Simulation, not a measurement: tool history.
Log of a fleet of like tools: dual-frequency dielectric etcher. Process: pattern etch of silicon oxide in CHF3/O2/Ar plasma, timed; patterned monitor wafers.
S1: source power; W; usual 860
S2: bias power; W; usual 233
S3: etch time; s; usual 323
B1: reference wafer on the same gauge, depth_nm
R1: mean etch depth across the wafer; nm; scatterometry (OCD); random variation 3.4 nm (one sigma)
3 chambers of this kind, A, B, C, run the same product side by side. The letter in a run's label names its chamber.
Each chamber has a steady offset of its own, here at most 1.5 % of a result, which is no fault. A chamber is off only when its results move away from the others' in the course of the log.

run 1A day=0.183 | S1=860 S2=233 S3=323 | B1=896.74 | R1=797.00
run 2B day=0.462 | S1=860 S2=233 S3=323 | B1=897.22 | R1=795.96
run 3C day=0.738 | S1=860 S2=233 S3=323 | B1=896.86 | R1=811.33
run 4A day=1.029 | S1=860 S2=233 S3=323 | B1=895.78 | R1=805.25
run 5B day=1.358 | S1=860 S2=233 S3=375 | B1=897.19 | R1=922.70
run 6C day=1.538 | S1=860 S2=233 S3=375 | B1=897.57 | R1=930.90
run 7A day=1.842 | S1=860 S2=233 S3=375 | B1=896.74 | R1=924.30
run 8C day=2.021 | S1=860 S2=233 S3=323 | B1=897.10 | R1=810.16
run 9B day=2.317 | S1=860 S2=233 S3=323 | B1=896.42 | R1=792.74
-- day=2.454 chamber A: wet clean of the chamber
run 10C day=2.600 | S1=860 S2=233 S3=323 | B1=896.43 | R1=810.34
run 11A day=2.858 | S1=860 S2=233 S3=323 | B1=897.11 | R1=766.14
run 12B day=3.133 | S1=860 S2=233 S3=323 | B1=896.87 | R1=794.28
run 13A day=3.304 | S1=860 S2=233 S3=323 | B1=895.56 | R1=766.23
run 14B day=3.612 | S1=860 S2=233 S3=323 | B1=897.23 | R1=788.19
run 15C day=3.804 | S1=860 S2=233 S3=323 | B1=896.56 | R1=805.15
run 16B day=4.033 | S1=860 S2=233 S3=323 | B1=897.34 | R1=798.29
run 17C day=4.346 | S1=860 S2=233 S3=323 | B1=897.86 | R1=803.23
run 18A day=4.571 | S1=860 S2=233 S3=323 | B1=896.68 | R1=767.40
run 19A day=4.792 | S1=860 S2=233 S3=323 | B1=897.02 | R1=767.32
-- day=5.050 chamber B: bias power generator calibrated
run 20C day=5.100 | S1=860 S2=233 S3=323 | B1=897.38 | R1=805.78
run 21B day=5.325 | S1=860 S2=233 S3=323 | B1=897.54 | R1=790.58
run 22C day=5.654 | S1=750 S2=270 S3=323 | B1=896.99 | R1=807.40
run 23A day=5.983 | S1=750 S2=270 S3=323 | B1=897.60 | R1=768.12
run 24B day=6.142 | S1=750 S2=270 S3=323 | B1=897.61 | R1=797.16
run 25C day=6.454 | S1=860 S2=233 S3=323 | B1=897.49 | R1=803.29
run 26A day=6.667 | S1=680 S2=233 S3=398 | B1=897.48 | R1=866.55

Next, every chamber runs the same settings. What will each give?
run 27A day=6.912 | S1=860 S2=233 S3=323 | R1=?
run 27B day=6.912 | S1=860 S2=233 S3=323 | R1=?
run 27C day=6.912 | S1=860 S2=233 S3=323 | R1=?

run=27A R1=769.99
run=27B R1=793.30
run=27C R1=810.97
